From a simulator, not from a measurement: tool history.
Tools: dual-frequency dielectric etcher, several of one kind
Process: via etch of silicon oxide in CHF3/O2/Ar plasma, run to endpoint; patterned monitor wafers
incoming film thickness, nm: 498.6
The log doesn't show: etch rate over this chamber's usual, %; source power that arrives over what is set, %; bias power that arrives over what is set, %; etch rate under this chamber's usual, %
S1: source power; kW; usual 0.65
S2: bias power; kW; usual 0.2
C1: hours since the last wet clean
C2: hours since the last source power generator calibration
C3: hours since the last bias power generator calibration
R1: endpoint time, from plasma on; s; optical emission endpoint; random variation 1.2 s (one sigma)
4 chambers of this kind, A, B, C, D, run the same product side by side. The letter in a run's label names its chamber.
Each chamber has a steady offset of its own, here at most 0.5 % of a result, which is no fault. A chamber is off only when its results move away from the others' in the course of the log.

{"run": "1A", "day": 0.267, "S1": 0.65, "S2": 0.2, "C1": 224, "C2": 655.3, "C3": 859.6, "R1": 236.28}
{"run": "2B", "day": 0.554, "S1": 0.65, "S2": 0.2, "C1": 352.9, "C2": 922.6, "C3": 60.2, "R1": 236.57}
{"run": "3C", "day": 0.904, "S1": 0.65, "S2": 0.2, "C1": 440.6, "C2": 46.5, "C3": 3641, "R1": 234.88}
{"run": "4D", "day": 1.242, "S1": 0.65, "S2": 0.2, "C1": 62.4, "C2": 2744, "C3": 1065.6, "R1": 233.78}
{"run": "5C", "day": 1.588, "S1": 0.65, "S2": 0.2, "C1": 457, "C2": 62.9, "C3": 3657.4, "R1": 236.62}
{"run": "6D", "day": 1.762, "S1": 0.65, "S2": 0.2, "C1": 74.9, "C2": 2756.5, "C3": 1078.1, "R1": 233.59}
{"run": "7B", "day": 1.992, "S1": 0.65, "S2": 0.2, "C1": 387.4, "C2": 957.1, "C3": 94.7, "R1": 237.12}
{"run": "8A", "day": 2.258, "S1": 0.65, "S2": 0.2, "C1": 271.8, "C2": 703.1, "C3": 907.4, "R1": 237.66}
{"run": "9B", "day": 2.529, "S1": 0.77, "S2": 0.2, "C1": 400.3, "C2": 970, "C3": 107.6, "R1": 222.55}
{"run": "10D", "day": 2.708, "S1": 0.77, "S2": 0.2, "C1": 97.6, "C2": 2779.2, "C3": 1100.8, "R1": 221.85}
{"run": "11C", "day": 3.0, "S1": 0.77, "S2": 0.2, "C1": 490.9, "C2": 96.8, "C3": 3691.3, "R1": 221.32}
{"run": "12A", "day": 3.367, "S1": 0.77, "S2": 0.2, "C1": 298.4, "C2": 729.7, "C3": 934, "R1": 222.23}
{"run": "13A", "day": 3.7, "S1": 0.65, "S2": 0.2, "C1": 306.4, "C2": 737.7, "C3": 942, "R1": 238.1}
{"run": "14B", "day": 3.892, "S1": 0.65, "S2": 0.2, "C1": 433, "C2": 1002.7, "C3": 140.3, "R1": 234.2}
{"run": "15D", "day": 4.254, "S1": 0.65, "S2": 0.2, "C1": 134.7, "C2": 2816.3, "C3": 1137.9, "R1": 236.41}
{"day": 4.412, "done": "chamber B: wet clean of the chamber"}
{"run": "16C", "day": 4.521, "S1": 0.65, "S2": 0.2, "C1": 527.4, "C2": 133.3, "C3": 3727.8, "R1": 236.04}
{"day": 4.592, "done": "chamber D: source power generator calibrated"}
{"run": "17C", "day": 4.733, "S1": 0.65, "S2": 0.2, "C1": 532.5, "C2": 138.4, "C3": 3732.9, "R1": 236.14}
{"run": "18D", "day": 5.112, "S1": 0.65, "S2": 0.157, "C1": 155.3, "C2": 12.6, "C3": 1158.5, "R1": 252.94}
{"run": "19A", "day": 5.417, "S1": 0.65, "S2": 0.157, "C1": 347.6, "C2": 778.9, "C3": 983.2, "R1": 256.43}
{"run": "20B", "day": 5.721, "S1": 0.65, "S2": 0.157, "C1": 31.5, "C2": 1046.6, "C3": 184.2, "R1": 252.25}
{"day": 5.838, "done": "chamber A: wet clean of the chamber"}
{"run": "21B", "day": 6.088, "S1": 0.65, "S2": 0.157, "C1": 40.3, "C2": 1055.4, "C3": 193, "R1": 255.58}
{"run": "22A", "day": 6.342, "S1": 0.65, "S2": 0.2, "C1": 12.2, "C2": 801.1, "C3": 1005.4, "R1": 235.96}
{"run": "23C", "day": 6.7, "S1": 0.65, "S2": 0.2, "C1": 579.7, "C2": 185.6, "C3": 3780.1, "R1": 234.44}
{"run": "24D", "day": 6.95, "S1": 0.65, "S2": 0.2, "C1": 199.4, "C2": 56.7, "C3": 1202.6, "R1": 234.79}
{"run": "25B", "day": 7.138, "S1": 0.65, "S2": 0.2, "C1": 65.5, "C2": 1080.6, "C3": 218.2, "R1": 235.57}
{"run": "26A", "day": 7.333, "S1": 0.65, "S2": 0.2, "C1": 36, "C2": 824.9, "C3": 1029.2, "R1": 236.32}
{"run": "27D", "day": 7.642, "S1": 0.65, "S2": 0.2, "C1": 216, "C2": 73.3, "C3": 1219.2, "R1": 233.86}
{"run": "28C", "day": 7.875, "S1": 0.65, "S2": 0.2, "C1": 607.9, "C2": 213.8, "C3": 3808.3, "R1": 236.19}
{"run": "29D", "day": 8.054, "S1": 0.65, "S2": 0.2, "C1": 225.9, "C2": 83.2, "C3": 1229.1, "R1": 235.47}
{"run": "30A", "day": 8.271, "S1": 0.65, "S2": 0.2, "C1": 58.5, "C2": 847.4, "C3": 1051.7, "R1": 237.09}
{"run": "31B", "day": 8.483, "S1": 0.65, "S2": 0.2, "C1": 97.8, "C2": 1112.9, "C3": 250.5, "R1": 235.28}
{"run": "32C", "day": 8.767, "S1": 0.65, "S2": 0.2, "C1": 629.3, "C2": 235.2, "C3": 3829.7, "R1": 235.81}
{"run": "33C", "day": 9.029, "S1": 0.65, "S2": 0.218, "C1": 635.6, "C2": 241.5, "C3": 3836, "R1": 229.44}
{"run": "34D", "day": 9.342, "S1": 0.65, "S2": 0.218, "C1": 256.8, "C2": 114.1, "C3": 1260, "R1": 228.69}

All 4 chambers run these settings next. Forecast each chamber's results:
{"run": "35A", "day": 9.617, "S1": 0.74, "S2": 0.2, "R1": "?"}
{"run": "35B", "day": 9.617, "S1": 0.74, "S2": 0.2, "R1": "?"}
{"run": "35C", "day": 9.617, "S1": 0.74, "S2": 0.2, "R1": "?"}
{"run": "35D", "day": 9.617, "S1": 0.74, "S2": 0.2, "R1": "?"}

run=35A R1=224.03
run=35B R1=225.01
run=35C R1=223.14
run=35D R1=223.39

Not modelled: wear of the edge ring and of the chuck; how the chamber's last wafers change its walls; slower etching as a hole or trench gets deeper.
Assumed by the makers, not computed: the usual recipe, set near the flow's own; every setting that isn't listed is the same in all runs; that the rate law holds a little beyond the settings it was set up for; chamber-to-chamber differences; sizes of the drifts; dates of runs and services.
